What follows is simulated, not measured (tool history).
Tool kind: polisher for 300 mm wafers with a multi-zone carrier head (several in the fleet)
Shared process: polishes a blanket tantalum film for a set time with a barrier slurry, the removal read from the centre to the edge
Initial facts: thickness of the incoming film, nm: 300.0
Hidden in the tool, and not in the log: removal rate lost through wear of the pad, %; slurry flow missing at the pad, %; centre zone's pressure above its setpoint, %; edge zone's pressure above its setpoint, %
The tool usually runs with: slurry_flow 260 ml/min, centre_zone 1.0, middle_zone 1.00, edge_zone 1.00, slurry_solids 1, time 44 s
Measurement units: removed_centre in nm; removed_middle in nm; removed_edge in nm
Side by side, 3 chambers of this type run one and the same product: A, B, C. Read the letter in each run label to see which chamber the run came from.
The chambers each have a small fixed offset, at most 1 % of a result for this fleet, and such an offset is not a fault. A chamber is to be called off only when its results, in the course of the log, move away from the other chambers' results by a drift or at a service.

run   hour  slurry_flow  centre_zone  middle_zone  edge_zone  slurry_solids  time  wafers polished on this pad  hours since the slurry nozzle was cleaned  hours since the centre zone pressure was calibrated  hours since the edge zone pressure was calibrated  removed_centre  removed_middle  removed_edge
 1A    3.8          260          1.0         1.00       1.00              1    44                          447                                      204.0                                               1446.0                                              193.7          99.809         101.120       101.130
 2C   10.5          260          1.0         1.00       1.00              1    44                          646                                      101.3                                                 94.9                                              263.2          98.323         102.210       101.700
      13.6  -- chamber B: worn pad replaced by a new one
 3B   15.4          260          1.0         1.00       1.00              1    44                           19                                      142.3                                                930.3                                              130.1          99.890         100.130        99.051
      15.7  -- chamber A: centre zone pressure recalibrated
      19.5  -- chamber A: worn pad replaced by a new one
 4C   21.2          260          1.0         1.00       1.00              1    44                          760                                      112.0                                                105.6                                              273.9         101.390          99.116       100.610
 5B   26.1          260          1.0         1.00       1.00              1    44                          133                                      153.0                                                941.0                                              140.8         100.820         100.330       100.480
 6A   32.7          260          1.0         1.05       1.00              1    44                          140                                      232.9                                                 17.0                                              222.6         101.110         107.060       100.200
 7B   36.2          260          1.0         1.05       1.00              1    44                          240                                      163.1                                                951.1                                              150.9          99.672         104.770        99.361
      37.5  -- chamber C: worn pad replaced by a new one
 8A   42.0          260          1.0         1.05       1.00              1    44                          239                                      242.2                                                 26.3                                              231.9         101.460         106.340        99.405
 9C   47.5          260          1.0         1.04       1.09              1    44                          106                                      138.3                                                131.9                                              300.2          99.787         104.570       106.680
10B   54.2          260          1.0         1.04       1.09              1    44                          432                                      181.1                                                969.1                                              168.9          98.195         103.050       103.160
11A   60.6          260          1.0         1.04       1.09              1    44                          437                                      260.8                                                 44.9                                              250.5         102.020         104.490       106.030
12C   63.9          260          1.0         1.00       1.00              1    44                          281                                      154.7                                                148.3                                              316.6         100.080         101.280        98.955
13B   66.8          260          1.0         1.00       1.00              1    44                          566                                      193.7                                                981.7                                              181.5         100.670         102.610        99.105
      68.9  -- chamber A: slurry nozzle cleaned
14C   71.4          260          1.0         1.00       1.00              1    44                          361                                      162.2                                                155.8                                              324.1         102.760         101.970        98.450
      71.9  -- chamber A: worn pad replaced by a new one
15A   77.6          260          1.0         1.00       1.00              1    44                           60                                        8.7                                                 61.9                                              267.5         102.050         101.760       100.300
16C   81.6          260          1.0         1.00       1.00              1    44                          469                                      172.4                                                166.0                                              334.3          99.309         101.060       100.960
17B   87.5          260          1.0         1.00       1.00              1    44                          787                                      214.4                                               1002.4                                              202.2         100.150          99.761       100.200
18A   92.6          260          1.0         1.00       1.00              1    44                          220                                       23.7                                                 76.9                                              282.5         103.020         101.210       100.210
19B   95.6          260          1.0         1.00       1.00              1    44                          873                                      222.5                                               1010.5                                              210.3         103.240          99.502        98.985
20C  102.4          260          0.9         1.00       0.89              1    44                          691                                      193.2                                                186.8                                              355.1          86.564         100.980        94.775

Which is it: a chamber that has drifted or been left off by a service, a gauge drift common to all chambers, or only each chamber's usual small offset? If a chamber is off, name it and its likeliest cause.

Nothing is wrong: each chamber keeps only its own small, steady offset and the gauge holds still.
